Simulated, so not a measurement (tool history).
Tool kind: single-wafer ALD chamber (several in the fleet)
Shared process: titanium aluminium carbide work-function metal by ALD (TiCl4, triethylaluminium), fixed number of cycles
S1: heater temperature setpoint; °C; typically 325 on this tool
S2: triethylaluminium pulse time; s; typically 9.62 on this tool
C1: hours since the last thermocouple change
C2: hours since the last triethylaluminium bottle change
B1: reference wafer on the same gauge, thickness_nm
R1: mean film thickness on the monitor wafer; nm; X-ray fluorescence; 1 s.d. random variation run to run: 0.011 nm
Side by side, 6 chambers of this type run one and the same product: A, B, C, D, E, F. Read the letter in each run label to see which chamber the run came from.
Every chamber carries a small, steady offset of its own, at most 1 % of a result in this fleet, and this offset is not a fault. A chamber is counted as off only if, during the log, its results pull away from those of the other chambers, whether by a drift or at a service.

run 1B day=0.300 | S1=325 S2=9.62 | C1=794.1 C2=94.6 | B1=2.5986 | R1=2.2099
run 2F day=0.688 | S1=325 S2=9.62 | C1=106.7 C2=465.8 | B1=2.6005 | R1=2.2204
run 3A day=1.250 | S1=325 S2=9.62 | C1=1308.2 C2=770.5 | B1=2.5991 | R1=2.1946
run 4D day=1.800 | S1=325 S2=9.62 | C1=74.0 C2=892.1 | B1=2.5996 | R1=2.2115
run 5E day=2.317 | S1=325 S2=9.62 | C1=847.2 C2=315.6 | B1=2.6003 | R1=2.1984
run 6C day=2.875 | S1=325 S2=9.62 | C1=419.0 C2=498.1 | B1=2.5992 | R1=2.2075
-- day=3.158 chamber D: triethylaluminium bottle replaced
run 7B day=3.479 | S1=325 S2=9.62 | C1=870.4 C2=170.9 | B1=2.6025 | R1=2.1934
run 8E day=3.829 | S1=325 S2=9.62 | C1=883.5 C2=351.9 | B1=2.5997 | R1=2.2044
run 9D day=4.350 | S1=325 S2=9.62 | C1=135.2 C2=28.7 | B1=2.5980 | R1=2.2203
run 10C day=4.667 | S1=325 S2=9.62 | C1=462.0 C2=541.1 | B1=2.6017 | R1=2.2003
run 11F day=5.158 | S1=325 S2=9.62 | C1=214.0 C2=573.1 | B1=2.5988 | R1=2.2183
run 12A day=5.496 | S1=325 S2=9.62 | C1=1410.1 C2=872.4 | B1=2.6023 | R1=2.2130
run 13E day=5.921 | S1=325 S2=9.62 | C1=933.7 C2=402.1 | B1=2.5995 | R1=2.1762
run 14C day=6.342 | S1=325 S2=9.62 | C1=502.2 C2=581.3 | B1=2.6003 | R1=2.1946
run 15B day=6.817 | S1=325 S2=9.62 | C1=950.5 C2=251.0 | B1=2.6002 | R1=2.2063
run 16F day=7.162 | S1=325 S2=9.62 | C1=262.1 C2=621.2 | B1=2.6036 | R1=2.1991
run 17D day=7.717 | S1=325 S2=9.62 | C1=216.0 C2=109.5 | B1=2.6012 | R1=2.2183
run 18A day=8.292 | S1=325 S2=9.62 | C1=1477.2 C2=939.5 | B1=2.6025 | R1=2.1952
run 19E day=8.662 | S1=325 S2=9.62 | C1=999.5 C2=467.9 | B1=2.5981 | R1=2.2032
run 20C day=9.054 | S1=325 S2=9.62 | C1=567.3 C2=646.4 | B1=2.5986 | R1=2.1668
run 21A day=9.546 | S1=325 S2=9.62 | C1=1507.3 C2=969.6 | B1=2.6023 | R1=2.2068
run 22F day=9.862 | S1=325 S2=9.62 | C1=326.9 C2=686.0 | B1=2.6002 | R1=2.2208
run 23B day=10.467 | S1=325 S2=9.62 | C1=1038.1 C2=338.6 | B1=2.6007 | R1=2.1992
run 24D day=11.050 | S1=325 S2=9.62 | C1=296.0 C2=189.5 | B1=2.5980 | R1=2.2170
run 25A day=11.454 | S1=331 S2=10.81 | C1=1553.1 C2=1015.4 | B1=2.6017 | R1=2.2792
run 26E day=11.975 | S1=331 S2=10.81 | C1=1079.0 C2=547.4 | B1=2.6016 | R1=2.2595
run 27B day=12.421 | S1=331 S2=10.81 | C1=1085.0 C2=385.5 | B1=2.5998 | R1=2.2944
run 28F day=12.983 | S1=331 S2=10.81 | C1=401.8 C2=760.9 | B1=2.6013 | R1=2.2841
run 29D day=13.325 | S1=331 S2=10.81 | C1=350.6 C2=244.1 | B1=2.5980 | R1=2.2885
run 30C day=13.596 | S1=331 S2=10.81 | C1=676.3 C2=755.4 | B1=2.6002 | R1=2.2239
run 31C day=13.996 | S1=325 S2=9.62 | C1=685.9 C2=765.0 | B1=2.5992 | R1=2.1527
run 32F day=14.367 | S1=325 S2=9.62 | C1=435.0 C2=794.1 | B1=2.6007 | R1=2.2068
-- day=14.654 chamber E: triethylaluminium bottle replaced
run 33A day=14.875 | S1=325 S2=9.62 | C1=1635.2 C2=1097.5 | B1=2.5982 | R1=2.1928
run 34E day=15.350 | S1=325 S2=9.62 | C1=1160.0 C2=16.8 | B1=2.5985 | R1=2.2002
run 35B day=15.812 | S1=325 S2=9.62 | C1=1166.4 C2=466.9 | B1=2.6013 | R1=2.1951
run 36D day=16.138 | S1=325 S2=9.62 | C1=418.1 C2=311.6 | B1=2.5984 | R1=2.2045
run 37C day=16.592 | S1=325 S2=9.62 | C1=748.2 C2=827.3 | B1=2.5985 | R1=2.1156
run 38B day=16.912 | S1=325 S2=9.62 | C1=1192.8 C2=493.3 | B1=2.5993 | R1=2.2140

Does one chamber stand apart from the rest, does the shared gauge drift, or is all well apart from small per-chamber offsets? Give the chamber and the most likely cause, where there is one.

One chamber, C, drifts off from the rest bit by bit.
Most likely cause: triethylaluminium dose below that of a fresh bottle (%) = 25.

Here are 4 candidates for chamber C's next run, each the usual settings with a change, their results left as question marks. Which one brings its results back in line with what the others give on the usual settings?
Maximum distance from the other chambers' mean on the usual settings for a result to count as in line: R1 0.0380 nm
run 39C-1 day=17.346 | S1=312 S2=9.62 | R1=?
run 39C-2 day=17.346 | S1=304 S2=9.62 | R1=?
run 39C-3 day=17.346 | S1=333 S2=12.82 | R1=?
run 39C-4 day=17.346 | S1=338 S2=9.62 | R1=?

The other chambers' mean on the usual settings: R1 2.2086 nm
run=39C-1 R1=1.9860
run=39C-2 R1=1.9190
run=39C-3 R1=2.2787
run=39C-4 R1=2.2064
With 39C-4, the chamber falls back in line with the rest.
